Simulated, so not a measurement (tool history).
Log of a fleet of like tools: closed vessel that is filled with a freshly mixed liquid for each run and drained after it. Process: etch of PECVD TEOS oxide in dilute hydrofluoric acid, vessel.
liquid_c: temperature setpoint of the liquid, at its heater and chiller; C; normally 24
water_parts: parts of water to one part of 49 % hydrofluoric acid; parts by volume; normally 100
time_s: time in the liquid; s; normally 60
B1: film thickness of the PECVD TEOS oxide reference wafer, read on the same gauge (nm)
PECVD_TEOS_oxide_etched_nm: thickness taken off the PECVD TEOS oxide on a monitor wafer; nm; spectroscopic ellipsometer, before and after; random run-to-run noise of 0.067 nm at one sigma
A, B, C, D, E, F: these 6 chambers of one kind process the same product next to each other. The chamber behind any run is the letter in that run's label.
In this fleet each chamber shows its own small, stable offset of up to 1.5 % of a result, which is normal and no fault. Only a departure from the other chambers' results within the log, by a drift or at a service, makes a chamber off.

Run 1C, hour 4.3: usual settings; B1 140. Result: PECVD_TEOS_oxide_etched_nm 9.4896 nm.
Run 2E, hour 8.6: usual settings; B1 140.01. Result: PECVD_TEOS_oxide_etched_nm 9.5492 nm.
Run 3B, hour 12: usual settings; B1 139.96. Result: PECVD_TEOS_oxide_etched_nm 9.439 nm.
Run 4F, hour 15.8: usual settings; B1 140.01. Result: PECVD_TEOS_oxide_etched_nm 9.4687 nm.
Run 5D, hour 18.8: usual settings but water_parts 130 parts by volume, time_s 30 s; B1 140.05. Result: PECVD_TEOS_oxide_etched_nm 3.5125 nm.
Run 6A, hour 21.2: usual settings but water_parts 130 parts by volume, time_s 30 s; B1 139.99. Result: PECVD_TEOS_oxide_etched_nm 3.4892 nm.
Run 7C, hour 23.6: usual settings but water_parts 130 parts by volume, time_s 30 s; B1 139.93. Result: PECVD_TEOS_oxide_etched_nm 3.5277 nm.
Run 8B, hour 26.1: usual settings but water_parts 130 parts by volume, time_s 30 s; B1 139.98. Result: PECVD_TEOS_oxide_etched_nm 3.5057 nm.
Run 9D, hour 28.6: usual settings but water_parts 130 parts by volume, time_s 30 s; B1 139.97. Result: PECVD_TEOS_oxide_etched_nm 3.4875 nm.
Run 10E, hour 30.9: usual settings but water_parts 130 parts by volume, time_s 30 s; B1 140.02. Result: PECVD_TEOS_oxide_etched_nm 3.4831 nm.
Run 11A, hour 33.7: usual settings; B1 139.96. Result: PECVD_TEOS_oxide_etched_nm 9.5163 nm.
Run 12F, hour 36.1: usual settings; B1 139.98. Result: PECVD_TEOS_oxide_etched_nm 9.5771 nm.
Run 13D, hour 38.9: usual settings but time_s 75 s; B1 139.99. Result: PECVD_TEOS_oxide_etched_nm 11.855 nm.
Run 14C, hour 43.1: usual settings but time_s 75 s; B1 139.98. Result: PECVD_TEOS_oxide_etched_nm 11.861 nm.
Run 15F, hour 47.3: usual settings but time_s 75 s; B1 140.03. Result: PECVD_TEOS_oxide_etched_nm 11.87 nm.
Run 16E, hour 50.6: usual settings but time_s 75 s; B1 139.97. Result: PECVD_TEOS_oxide_etched_nm 11.987 nm.
Run 17B, hour 54.1: usual settings but time_s 75 s; B1 139.99. Result: PECVD_TEOS_oxide_etched_nm 11.814 nm.
Run 18A, hour 57.6: usual settings but time_s 75 s; B1 140.02. Result: PECVD_TEOS_oxide_etched_nm 12.071 nm.
Run 19C, hour 61.9: usual settings; B1 139.97. Result: PECVD_TEOS_oxide_etched_nm 9.613 nm.
Run 20D, hour 66.5: usual settings; B1 140.02. Result: PECVD_TEOS_oxide_etched_nm 9.4875 nm.
Run 21E, hour 68.5: usual settings; B1 140. Result: PECVD_TEOS_oxide_etched_nm 9.5021 nm.
Run 22F, hour 72.8: usual settings; B1 140.01. Result: PECVD_TEOS_oxide_etched_nm 9.6943 nm.
At hour 74.7: chamber D: thermometer replaced.
Run 23A, hour 76.3: usual settings; B1 140. Result: PECVD_TEOS_oxide_etched_nm 9.5485 nm.
Run 24B, hour 78.6: usual settings but liquid_c 27.5 C, water_parts 60 parts by volume; B1 139.96. Result: PECVD_TEOS_oxide_etched_nm 19.029 nm.
Run 25E, hour 82.8: usual settings but liquid_c 27.5 C, water_parts 60 parts by volume; B1 140.03. Result: PECVD_TEOS_oxide_etched_nm 19.282 nm.
Run 26A, hour 86.1: usual settings but liquid_c 27.5 C, water_parts 60 parts by volume; B1 139.96. Result: PECVD_TEOS_oxide_etched_nm 19.482 nm.
Run 27D, hour 89.9: usual settings but liquid_c 27.5 C, water_parts 60 parts by volume; B1 139.98. Result: PECVD_TEOS_oxide_etched_nm 19.226 nm.
Run 28B, hour 92.9: usual settings but liquid_c 27.5 C, water_parts 60 parts by volume; B1 140.02. Result: PECVD_TEOS_oxide_etched_nm 19.077 nm.
Run 29C, hour 95.5: usual settings but liquid_c 27.5 C, water_parts 60 parts by volume; B1 140. Result: PECVD_TEOS_oxide_etched_nm 19.057 nm.
Run 30F, hour 98.4: usual settings but liquid_c 28 C, water_parts 75 parts by volume; B1 139.98. Result: PECVD_TEOS_oxide_etched_nm 15.812 nm.
Run 31D, hour 102.9: usual settings but liquid_c 28 C, water_parts 75 parts by volume; B1 140. Result: PECVD_TEOS_oxide_etched_nm 15.19 nm.
Run 32C, hour 107.6: usual settings but liquid_c 28 C, water_parts 75 parts by volume; B1 140.01. Result: PECVD_TEOS_oxide_etched_nm 15.378 nm.
Run 33B, hour 110.3: usual settings but liquid_c 28 C, water_parts 75 parts by volume; B1 139.96. Result: PECVD_TEOS_oxide_etched_nm 15.459 nm.
Run 34A, hour 113.8: usual settings but liquid_c 28 C, water_parts 75 parts by volume; B1 140. Result: PECVD_TEOS_oxide_etched_nm 15.484 nm.
Run 35E, hour 118: usual settings but liquid_c 28 C, water_parts 75 parts by volume; B1 140. Result: PECVD_TEOS_oxide_etched_nm 15.693 nm.
Run 36F, hour 121.6: usual settings; B1 140.01. Result: PECVD_TEOS_oxide_etched_nm 9.83 nm.
Run 37E, hour 125.9: usual settings; B1 139.99. Result: PECVD_TEOS_oxide_etched_nm 9.5176 nm.
Run 38F, hour 129.3: usual settings; B1 140. Result: PECVD_TEOS_oxide_etched_nm 10.031 nm.
Run 39D, hour 131.8: usual settings; B1 140.02. Result: PECVD_TEOS_oxide_etched_nm 9.4105 nm.
Run 40C, hour 135.8: usual settings; B1 139.96. Result: PECVD_TEOS_oxide_etched_nm 9.5272 nm.
Run 41A, hour 140: usual settings but liquid_c 27.5 C; B1 139.97. Result: PECVD_TEOS_oxide_etched_nm 10.766 nm.

All chambers now run identical settings, listed one chamber a line with results as question marks. What results will each chamber show?
Run 42A, hour 143.4: usual settings but water_parts 85 parts by volume. Result: PECVD_TEOS_oxide_etched_nm ?.
Run 42B, hour 143.4: usual settings but water_parts 85 parts by volume. Result: PECVD_TEOS_oxide_etched_nm ?.
Run 42C, hour 143.4: usual settings but water_parts 85 parts by volume. Result: PECVD_TEOS_oxide_etched_nm ?.
Run 42D, hour 143.4: usual settings but water_parts 85 parts by volume. Result: PECVD_TEOS_oxide_etched_nm ?.
Run 42E, hour 143.4: usual settings but water_parts 85 parts by volume. Result: PECVD_TEOS_oxide_etched_nm ?.
Run 42F, hour 143.4: usual settings but water_parts 85 parts by volume. Result: PECVD_TEOS_oxide_etched_nm ?.

run  PECVD_TEOS_oxide_etched_nm
42A                      11.431
42B                      11.352
42C                      11.315
42D                      11.311
42E                      11.375
42F                      12.129
